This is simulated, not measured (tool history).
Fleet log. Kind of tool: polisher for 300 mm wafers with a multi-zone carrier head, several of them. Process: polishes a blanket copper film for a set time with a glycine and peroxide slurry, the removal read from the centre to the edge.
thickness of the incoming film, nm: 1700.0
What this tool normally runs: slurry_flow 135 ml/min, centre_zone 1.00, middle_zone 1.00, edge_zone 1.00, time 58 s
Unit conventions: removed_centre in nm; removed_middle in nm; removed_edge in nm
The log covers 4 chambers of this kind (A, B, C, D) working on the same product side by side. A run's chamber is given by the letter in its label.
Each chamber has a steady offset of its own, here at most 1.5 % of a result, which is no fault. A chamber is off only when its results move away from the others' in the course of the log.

run   hour  slurry_flow  centre_zone  middle_zone  edge_zone  time  wafers polished on this pad  hours since the slurry nozzle was cleaned  hours since the centre zone pressure was calibrated  hours since the edge zone pressure was calibrated  removed_centre  removed_middle  removed_edge
       1.7  -- chamber D: worn pad replaced by a new one
       6.3  -- chamber C: worn pad replaced by a new one
 1C   11.4          135         1.00         1.00       1.00    58                           60                                      445.9                                                 59.1                                              561.1          254.52          254.92        258.14
 2A   16.5          135         1.00         1.00       1.00    58                          599                                      161.6                                                518.6                                              601.5          251.53          252.27        257.11
      24.1  -- chamber B: worn pad replaced by a new one
 3D   24.3          135         1.00         1.00       1.00    58                          270                                      440.4                                                 64.5                                              636.1          255.57          253.07        256.70
 4B   33.9          135         1.00         1.00       1.00    58                          116                                      152.8                                                246.7                                              455.2          258.68          255.54        261.54
 5B   41.3          135         1.00         1.00       1.00    58                          205                                      160.2                                                254.1                                              462.6          258.92          257.88        259.09
      46.0  -- chamber C: worn pad replaced by a new one
      52.2  -- chamber D: worn pad replaced by a new one
 6D   52.8          135         1.00         1.00       1.00    58                            7                                      468.9                                                 93.0                                              664.6          258.05          256.79        261.45
 7C   58.6          135         1.00         1.00       1.00    58                          150                                      493.1                                                106.3                                              608.3          258.33          263.40        255.77
      60.4  -- chamber A: worn pad replaced by a new one
 8A   64.3          135         1.00         1.00       1.00    58                           47                                      209.4                                                566.4                                              649.3          258.08          258.30        256.72
 9C   75.1          135         1.00         1.00       0.92    72                          347                                      509.6                                                122.8                                              624.8          319.90          325.91        301.55
10B   81.2          135         1.00         1.00       0.92    72                          681                                      200.1                                                294.0                                              502.5          321.85          319.57        306.87
      85.9  -- chamber C: worn pad replaced by a new one
11D   87.4          135         1.00         1.00       0.92    72                          420                                      503.5                                                127.6                                              699.2          316.33          321.32        301.20
      90.7  -- chamber D: worn pad replaced by a new one
12A   98.4          135         1.00         1.00       0.92    72                          454                                      243.5                                                600.5                                              683.4          331.33          312.92        302.42
13A  103.6          135         1.00         1.00       1.00    58                          516                                      248.7                                                605.7                                              688.6          255.82          253.55        257.00
     107.3  -- chamber B: worn pad replaced by a new one
14C  114.3          100         1.00         1.00       1.00    58                          339                                      548.8                                                162.0                                              664.0          237.73          238.60        239.89
15D  122.8          100         1.00         1.00       1.00    58                          384                                      538.9                                                163.0                                              734.6          236.16          241.01        246.16
     126.8  -- chamber C: worn pad replaced by a new one
16B  131.3          100         1.00         1.00       1.00    58                          286                                      250.2                                                344.1                                              552.6          244.94          238.83        244.72
     134.1  -- chamber A: centre zone pressure recalibrated
     137.9  -- chamber D: worn pad replaced by a new one
     139.3  -- chamber D: slurry nozzle cleaned
17A  142.3          100         1.00         1.00       1.00    58                          978                                      287.4                                                  8.2                                              727.3          211.92          234.81        244.79
18C  152.2          135         1.00         1.00       1.00    58                          303                                      586.7                                                199.9                                              701.9          256.92          253.27        252.85
19D  158.3          135         1.00         1.00       1.00    58                          244                                       19.1                                                198.5                                              770.1          260.75          257.08        255.93
20B  167.4          135         1.00         1.00       1.00    58                          717                                      286.3                                                380.2                                              588.7          256.10          264.40        260.52
     168.7  -- chamber B: slurry nozzle cleaned
     168.7  -- chamber A: worn pad replaced by a new one
     175.2  -- chamber C: worn pad replaced by a new one
21B  176.8          135         1.00         1.00       1.00    58                          829                                        8.2                                                389.6                                              598.1          263.40          258.88        260.82
     185.6  -- chamber B: worn pad replaced by a new one
22C  185.9          135         1.00         1.00       1.00    58                          128                                      620.4                                                233.6                                              735.6          256.35          261.84        257.52
     189.6  -- chamber D: worn pad replaced by a new one
23A  197.3          135         1.00         1.06       1.00    58                          341                                      342.4                                                 63.2                                              782.3          227.13          266.61        252.57
24D  204.8          135         1.00         1.06       1.00    58                          181                                       65.6                                                245.0                                              816.6          260.37          267.96        254.23
25B  216.5          135         1.00         1.06       1.00    58                          369                                       47.9                                                429.3                                              637.8          262.02          272.45        255.28
     217.4  -- chamber C: worn pad replaced by a new one
26C  225.4          135         1.00         1.06       1.00    58                           95                                      659.9                                                273.1                                              775.1          255.63          275.15        260.68

Which is it: a chamber that has drifted or been left off by a service, a gauge drift common to all chambers, or only each chamber's usual small offset? If a chamber is off, name it and its likeliest cause.

Chamber A came out of a service off from its peers and stayed that way.
What lies behind it: centre zone's pressure below its setpoint, % = 8.62.

Which of the 4 candidates below, each the usual settings with something changed and its results left as question marks, puts chamber A back in line with what the other chambers give on the usual settings?
In line means no further than this from the other chambers' mean on the usual settings: removed_centre 12.00 nm; removed_middle 12.00 nm; removed_edge 10.00 nm
27A-1  233.8          130         0.93         1.01       1.02    57                                                                                                                                                                                               ?               ?             ?
27A-2  233.8          125         0.89         1.02       1.04    57                                                                                                                                                                                               ?               ?             ?
27A-3  233.8          145         1.13         0.98       0.96    60                                                                                                                                                                                               ?               ?             ?
27A-4  233.8          140         1.07         0.99       0.98    59                                                                                                                                                                                               ?               ?             ?

Mean of the other chambers on the usual settings: removed_centre 257.04 nm; removed_middle 257.29 nm; removed_edge 256.91 nm
  run  removed_centre  removed_middle  removed_edge
27A-1          208.87          249.20        253.10
27A-2          196.75          249.33        254.07
27A-3          280.41          260.73        262.57
27A-4          257.51          257.05        259.57
27A-4 is the one that brings the chamber's results back in line with the other chambers.
